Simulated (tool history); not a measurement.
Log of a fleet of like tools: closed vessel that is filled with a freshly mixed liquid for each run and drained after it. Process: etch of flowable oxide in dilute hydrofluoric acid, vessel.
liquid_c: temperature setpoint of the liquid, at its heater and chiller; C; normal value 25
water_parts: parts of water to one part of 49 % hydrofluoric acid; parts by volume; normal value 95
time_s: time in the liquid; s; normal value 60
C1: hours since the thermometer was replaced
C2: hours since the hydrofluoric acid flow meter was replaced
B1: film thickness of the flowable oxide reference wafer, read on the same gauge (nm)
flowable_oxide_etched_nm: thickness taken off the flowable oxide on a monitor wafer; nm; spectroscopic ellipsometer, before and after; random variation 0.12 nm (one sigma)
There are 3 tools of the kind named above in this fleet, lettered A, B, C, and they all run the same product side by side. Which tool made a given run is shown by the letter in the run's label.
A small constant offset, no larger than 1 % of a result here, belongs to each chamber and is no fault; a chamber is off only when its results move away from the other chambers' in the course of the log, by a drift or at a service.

{"day": 0.296, "done": "chamber A: hydrofluoric acid flow meter replaced"}
{"run": "1C", "day": 0.446, "liquid_c": 25, "water_parts": 95, "time_s": 60, "C1": 602, "C2": 688.6, "B1": 49.982, "flowable_oxide_etched_nm": 13.88}
{"run": "2A", "day": 0.825, "liquid_c": 25, "water_parts": 95, "time_s": 60, "C1": 387.2, "C2": 12.8, "B1": 50.003, "flowable_oxide_etched_nm": 13.626}
{"run": "3B", "day": 1.292, "liquid_c": 25, "water_parts": 95, "time_s": 60, "C1": 516.6, "C2": 990, "B1": 50.029, "flowable_oxide_etched_nm": 13.945}
{"run": "4A", "day": 1.892, "liquid_c": 25, "water_parts": 95, "time_s": 60, "C1": 412.8, "C2": 38.4, "B1": 50.024, "flowable_oxide_etched_nm": 13.897}
{"run": "5C", "day": 2.288, "liquid_c": 25, "water_parts": 95, "time_s": 60, "C1": 646.2, "C2": 732.8, "B1": 50.006, "flowable_oxide_etched_nm": 14.113}
{"run": "6B", "day": 2.779, "liquid_c": 25, "water_parts": 95, "time_s": 60, "C1": 552.3, "C2": 1025.7, "B1": 49.971, "flowable_oxide_etched_nm": 13.817}
{"run": "7C", "day": 3.196, "liquid_c": 25, "water_parts": 95, "time_s": 60, "C1": 668, "C2": 754.6, "B1": 50.017, "flowable_oxide_etched_nm": 14.145}
{"run": "8B", "day": 3.588, "liquid_c": 25, "water_parts": 95, "time_s": 60, "C1": 571.7, "C2": 1045.1, "B1": 49.993, "flowable_oxide_etched_nm": 13.794}
{"run": "9A", "day": 3.879, "liquid_c": 25, "water_parts": 95, "time_s": 60, "C1": 460.5, "C2": 86.1, "B1": 49.993, "flowable_oxide_etched_nm": 13.902}
{"run": "10A", "day": 4.371, "liquid_c": 25, "water_parts": 95, "time_s": 60, "C1": 472.3, "C2": 97.9, "B1": 50.022, "flowable_oxide_etched_nm": 14.062}
{"run": "11B", "day": 4.638, "liquid_c": 25, "water_parts": 95, "time_s": 60, "C1": 596.9, "C2": 1070.3, "B1": 50.004, "flowable_oxide_etched_nm": 14.047}
{"run": "12C", "day": 5.067, "liquid_c": 27.5, "water_parts": 95, "time_s": 60, "C1": 712.9, "C2": 799.5, "B1": 50.009, "flowable_oxide_etched_nm": 15.545}
{"run": "13B", "day": 5.483, "liquid_c": 27.5, "water_parts": 95, "time_s": 60, "C1": 617.2, "C2": 1090.6, "B1": 50.002, "flowable_oxide_etched_nm": 15.27}
{"day": 5.496, "done": "chamber C: hydrofluoric acid flow meter replaced"}
{"run": "14C", "day": 5.938, "liquid_c": 27.5, "water_parts": 95, "time_s": 60, "C1": 733.8, "C2": 10.6, "B1": 50.003, "flowable_oxide_etched_nm": 15.261}
{"run": "15A", "day": 6.204, "liquid_c": 25, "water_parts": 140, "time_s": 60, "C1": 516.3, "C2": 141.9, "B1": 50.017, "flowable_oxide_etched_nm": 9.1958}
{"run": "16B", "day": 6.696, "liquid_c": 25, "water_parts": 140, "time_s": 60, "C1": 646.3, "C2": 1119.7, "B1": 49.99, "flowable_oxide_etched_nm": 8.9668}
{"run": "17A", "day": 7.075, "liquid_c": 25, "water_parts": 140, "time_s": 60, "C1": 537.2, "C2": 162.8, "B1": 49.988, "flowable_oxide_etched_nm": 9.2761}
{"run": "18C", "day": 7.562, "liquid_c": 25, "water_parts": 95, "time_s": 60, "C1": 772.8, "C2": 49.6, "B1": 49.981, "flowable_oxide_etched_nm": 14.086}
{"run": "19A", "day": 7.883, "liquid_c": 25, "water_parts": 95, "time_s": 60, "C1": 556.6, "C2": 182.2, "B1": 49.992, "flowable_oxide_etched_nm": 14.622}
{"run": "20B", "day": 8.192, "liquid_c": 25, "water_parts": 95, "time_s": 60, "C1": 682.2, "C2": 1155.6, "B1": 49.997, "flowable_oxide_etched_nm": 13.77}
{"run": "21C", "day": 8.571, "liquid_c": 25, "water_parts": 95, "time_s": 60, "C1": 797, "C2": 73.8, "B1": 49.983, "flowable_oxide_etched_nm": 13.85}

Next, all 3 chambers run the settings below, one line each with question marks for the results. What does each chamber give?
{"run": "22A", "day": 9.004, "liquid_c": 25, "water_parts": 95, "time_s": 60, "flowable_oxide_etched_nm": "?"}
{"run": "22B", "day": 9.004, "liquid_c": 25, "water_parts": 95, "time_s": 60, "flowable_oxide_etched_nm": "?"}
{"run": "22C", "day": 9.004, "liquid_c": 25, "water_parts": 95, "time_s": 60, "flowable_oxide_etched_nm": "?"}

run=22A flowable_oxide_etched_nm=14.528
run=22B flowable_oxide_etched_nm=14.148
run=22C flowable_oxide_etched_nm=14.048
